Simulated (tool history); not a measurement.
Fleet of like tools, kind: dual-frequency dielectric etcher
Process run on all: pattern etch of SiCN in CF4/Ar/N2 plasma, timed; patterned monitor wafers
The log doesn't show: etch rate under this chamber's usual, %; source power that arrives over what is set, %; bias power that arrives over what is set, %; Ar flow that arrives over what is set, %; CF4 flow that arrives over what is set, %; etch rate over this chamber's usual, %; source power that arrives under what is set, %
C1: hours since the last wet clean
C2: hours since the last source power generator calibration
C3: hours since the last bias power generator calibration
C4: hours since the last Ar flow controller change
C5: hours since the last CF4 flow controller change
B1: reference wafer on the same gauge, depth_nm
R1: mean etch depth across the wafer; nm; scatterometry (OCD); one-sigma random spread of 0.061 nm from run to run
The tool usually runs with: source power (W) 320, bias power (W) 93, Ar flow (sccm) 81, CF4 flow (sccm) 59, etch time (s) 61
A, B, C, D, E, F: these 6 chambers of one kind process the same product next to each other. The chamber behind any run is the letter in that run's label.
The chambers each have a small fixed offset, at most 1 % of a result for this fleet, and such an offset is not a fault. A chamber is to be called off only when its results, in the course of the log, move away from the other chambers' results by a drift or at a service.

run 1F hour=12.8 | source_power_(W)=320 bias_power_(W)=93 Ar_flow_(sccm)=81 CF4_flow_(sccm)=59 etch_time_(s)=61 | C1=169 C2=3799 C3=987.4 C4=2173.9 C5=386.9 | B1=45.903 | R1=42.828
run 2C hour=24.6 | source_power_(W)=320 bias_power_(W)=93 Ar_flow_(sccm)=81 CF4_flow_(sccm)=59 etch_time_(s)=61 | C1=73.8 C2=1668 C3=1274.5 C4=1585.2 C5=2188.4 | B1=45.903 | R1=42.859
run 3B hour=36.7 | source_power_(W)=320 bias_power_(W)=93 Ar_flow_(sccm)=81 CF4_flow_(sccm)=59 etch_time_(s)=61 | C1=619 C2=422.1 C3=252.2 C4=5473.8 C5=2613.2 | B1=45.923 | R1=42.719
run 4A hour=51.7 | source_power_(W)=320 bias_power_(W)=93 Ar_flow_(sccm)=81 CF4_flow_(sccm)=59 etch_time_(s)=61 | C1=416.7 C2=3379.2 C3=1962.9 C4=1147.5 C5=3484.8 | B1=45.924 | R1=42.99
run 5E hour=60.6 | source_power_(W)=320 bias_power_(W)=101 Ar_flow_(sccm)=81 CF4_flow_(sccm)=59 etch_time_(s)=61 | C1=199.6 C2=484.3 C3=1854.8 C4=2168.2 C5=3179.1 | B1=45.951 | R1=44.208
run 6D hour=68.3 | source_power_(W)=320 bias_power_(W)=101 Ar_flow_(sccm)=81 CF4_flow_(sccm)=59 etch_time_(s)=61 | C1=234.8 C2=226.9 C3=1172.8 C4=3794.5 C5=524 | B1=45.939 | R1=44.309
run 7F hour=81.1 | source_power_(W)=320 bias_power_(W)=101 Ar_flow_(sccm)=81 CF4_flow_(sccm)=59 etch_time_(s)=61 | C1=237.3 C2=3867.3 C3=1055.7 C4=2242.2 C5=455.2 | B1=45.954 | R1=44.138
run 8E hour=93.2 | source_power_(W)=320 bias_power_(W)=101 Ar_flow_(sccm)=81 CF4_flow_(sccm)=59 etch_time_(s)=61 | C1=232.2 C2=516.9 C3=1887.4 C4=2200.8 C5=3211.7 | B1=45.965 | R1=44.159
-- hour=100.4 chamber B: wet clean of the chamber
run 9D hour=101.6 | source_power_(W)=320 bias_power_(W)=101 Ar_flow_(sccm)=81 CF4_flow_(sccm)=59 etch_time_(s)=61 | C1=268.1 C2=260.2 C3=1206.1 C4=3827.8 C5=557.3 | B1=45.954 | R1=44.283
run 10B hour=108.6 | source_power_(W)=320 bias_power_(W)=101 Ar_flow_(sccm)=81 CF4_flow_(sccm)=59 etch_time_(s)=61 | C1=8.3 C2=494 C3=324.1 C4=5545.7 C5=2685.1 | B1=45.986 | R1=44.069
run 11C hour=117.7 | source_power_(W)=320 bias_power_(W)=93 Ar_flow_(sccm)=81 CF4_flow_(sccm)=59 etch_time_(s)=61 | C1=166.9 C2=1761.1 C3=1367.6 C4=1678.3 C5=2281.5 | B1=45.995 | R1=42.963
run 12A hour=132.5 | source_power_(W)=320 bias_power_(W)=93 Ar_flow_(sccm)=81 CF4_flow_(sccm)=59 etch_time_(s)=61 | C1=497.5 C2=3460 C3=2043.7 C4=1228.3 C5=3565.6 | B1=45.992 | R1=43.137
-- hour=133.2 chamber A: wet clean of the chamber
run 13E hour=143 | source_power_(W)=320 bias_power_(W)=93 Ar_flow_(sccm)=81 CF4_flow_(sccm)=59 etch_time_(s)=61 | C1=282 C2=566.7 C3=1937.2 C4=2250.6 C5=3261.5 | B1=46.009 | R1=42.978
run 14A hour=155 | source_power_(W)=320 bias_power_(W)=93 Ar_flow_(sccm)=81 CF4_flow_(sccm)=59 etch_time_(s)=61 | C1=21.9 C2=3482.5 C3=2066.2 C4=1250.8 C5=3588.1 | B1=46.005 | R1=43.051
run 15C hour=165.6 | source_power_(W)=320 bias_power_(W)=93 Ar_flow_(sccm)=81 CF4_flow_(sccm)=59 etch_time_(s)=61 | C1=214.8 C2=1809 C3=1415.5 C4=1726.2 C5=2329.4 | B1=46.022 | R1=43.014
run 16F hour=179 | source_power_(W)=320 bias_power_(W)=93 Ar_flow_(sccm)=81 CF4_flow_(sccm)=59 etch_time_(s)=61 | C1=335.2 C2=3965.2 C3=1153.6 C4=2340.1 C5=553.1 | B1=46.032 | R1=42.954
run 17D hour=188.9 | source_power_(W)=320 bias_power_(W)=93 Ar_flow_(sccm)=81 CF4_flow_(sccm)=59 etch_time_(s)=61 | C1=355.4 C2=347.5 C3=1293.4 C4=3915.1 C5=644.6 | B1=46.042 | R1=43.111
run 18B hour=196.9 | source_power_(W)=320 bias_power_(W)=93 Ar_flow_(sccm)=81 CF4_flow_(sccm)=59 etch_time_(s)=61 | C1=96.6 C2=582.3 C3=412.4 C4=5634 C5=2773.4 | B1=46.051 | R1=42.768
run 19D hour=210.2 | source_power_(W)=320 bias_power_(W)=93 Ar_flow_(sccm)=81 CF4_flow_(sccm)=59 etch_time_(s)=61 | C1=376.7 C2=368.8 C3=1314.7 C4=3936.4 C5=665.9 | B1=46.05 | R1=43.059
run 20E hour=221.2 | source_power_(W)=320 bias_power_(W)=93 Ar_flow_(sccm)=81 CF4_flow_(sccm)=59 etch_time_(s)=61 | C1=360.2 C2=644.9 C3=2015.4 C4=2328.8 C5=3339.7 | B1=46.033 | R1=43.135
run 21F hour=230.8 | source_power_(W)=320 bias_power_(W)=93 Ar_flow_(sccm)=81 CF4_flow_(sccm)=59 etch_time_(s)=61 | C1=387 C2=4017 C3=1205.4 C4=2391.9 C5=604.9 | B1=46.051 | R1=42.945
run 22C hour=241 | source_power_(W)=320 bias_power_(W)=93 Ar_flow_(sccm)=81 CF4_flow_(sccm)=59 etch_time_(s)=61 | C1=290.2 C2=1884.4 C3=1490.9 C4=1801.6 C5=2404.8 | B1=46.063 | R1=43.111
run 23B hour=250.6 | source_power_(W)=320 bias_power_(W)=93 Ar_flow_(sccm)=81 CF4_flow_(sccm)=59 etch_time_(s)=61 | C1=150.3 C2=636 C3=466.1 C4=5687.7 C5=2827.1 | B1=46.077 | R1=42.841
run 24A hour=257.5 | source_power_(W)=320 bias_power_(W)=93 Ar_flow_(sccm)=81 CF4_flow_(sccm)=59 etch_time_(s)=61 | C1=124.4 C2=3585 C3=2168.7 C4=1353.3 C5=3690.6 | B1=46.063 | R1=43.059
run 25F hour=266.4 | source_power_(W)=320 bias_power_(W)=93 Ar_flow_(sccm)=81 CF4_flow_(sccm)=59 etch_time_(s)=61 | C1=422.6 C2=4052.6 C3=1241 C4=2427.5 C5=640.5 | B1=46.073 | R1=43.002
run 26C hour=274.6 | source_power_(W)=320 bias_power_(W)=93 Ar_flow_(sccm)=81 CF4_flow_(sccm)=59 etch_time_(s)=61 | C1=323.8 C2=1918 C3=1524.5 C4=1835.2 C5=2438.4 | B1=46.089 | R1=43.077
run 27B hour=289.8 | source_power_(W)=320 bias_power_(W)=93 Ar_flow_(sccm)=81 CF4_flow_(sccm)=59 etch_time_(s)=61 | C1=189.5 C2=675.2 C3=505.3 C4=5726.9 C5=2866.3 | B1=46.09 | R1=42.939
run 28D hour=300.4 | source_power_(W)=320 bias_power_(W)=93 Ar_flow_(sccm)=81 CF4_flow_(sccm)=59 etch_time_(s)=61 | C1=466.9 C2=459 C3=1404.9 C4=4026.6 C5=756.1 | B1=46.107 | R1=43.134
run 29E hour=310.8 | source_power_(W)=320 bias_power_(W)=93 Ar_flow_(sccm)=81 CF4_flow_(sccm)=59 etch_time_(s)=61 | C1=449.8 C2=734.5 C3=2105 C4=2418.4 C5=3429.3 | B1=46.114 | R1=43.123
run 30A hour=319.8 | source_power_(W)=320 bias_power_(W)=93 Ar_flow_(sccm)=81 CF4_flow_(sccm)=59 etch_time_(s)=61 | C1=186.7 C2=3647.3 C3=2231 C4=1415.6 C5=3752.9 | B1=46.121 | R1=43.232
-- hour=325.3 chamber A: CF4 flow controller replaced
run 31A hour=329.1 | source_power_(W)=320 bias_power_(W)=93 Ar_flow_(sccm)=81 CF4_flow_(sccm)=59 etch_time_(s)=61 | C1=196 C2=3656.6 C3=2240.3 C4=1424.9 C5=3.9 | B1=46.139 | R1=43.251
run 32D hour=336.8 | source_power_(W)=320 bias_power_(W)=93 Ar_flow_(sccm)=81 CF4_flow_(sccm)=59 etch_time_(s)=61 | C1=503.3 C2=495.4 C3=1441.3 C4=4063 C5=792.5 | B1=46.127 | R1=43.109
-- hour=346.2 chamber C: wet clean of the chamber
run 33F hour=351.5 | source_power_(W)=320 bias_power_(W)=93 Ar_flow_(sccm)=81 CF4_flow_(sccm)=59 etch_time_(s)=61 | C1=507.7 C2=4137.7 C3=1326.1 C4=2512.6 C5=725.6 | B1=46.126 | R1=42.996
run 34E hour=362.5 | source_power_(W)=320 bias_power_(W)=93 Ar_flow_(sccm)=81 CF4_flow_(sccm)=59 etch_time_(s)=61 | C1=501.5 C2=786.2 C3=2156.7 C4=2470.1 C5=3481 | B1=46.136 | R1=43.086
run 35C hour=373.2 | source_power_(W)=320 bias_power_(W)=93 Ar_flow_(sccm)=81 CF4_flow_(sccm)=59 etch_time_(s)=61 | C1=27 C2=2016.6 C3=1623.1 C4=1933.8 C5=2537 | B1=46.16 | R1=43.192
run 36B hour=381.7 | source_power_(W)=320 bias_power_(W)=78 Ar_flow_(sccm)=81 CF4_flow_(sccm)=59 etch_time_(s)=61 | C1=281.4 C2=767.1 C3=597.2 C4=5818.8 C5=2958.2 | B1=46.152 | R1=40.342

What goes on in this fleet: one chamber off, a drifting gauge, or nothing beyond the chambers' own small offsets? Name the chamber and the cause, if any.

No chamber is off; the gauge reading every chamber's wafers drifts, which makes the whole fleet appear to move together.
Likeliest cause: gauge reads high (%) = 0.587.
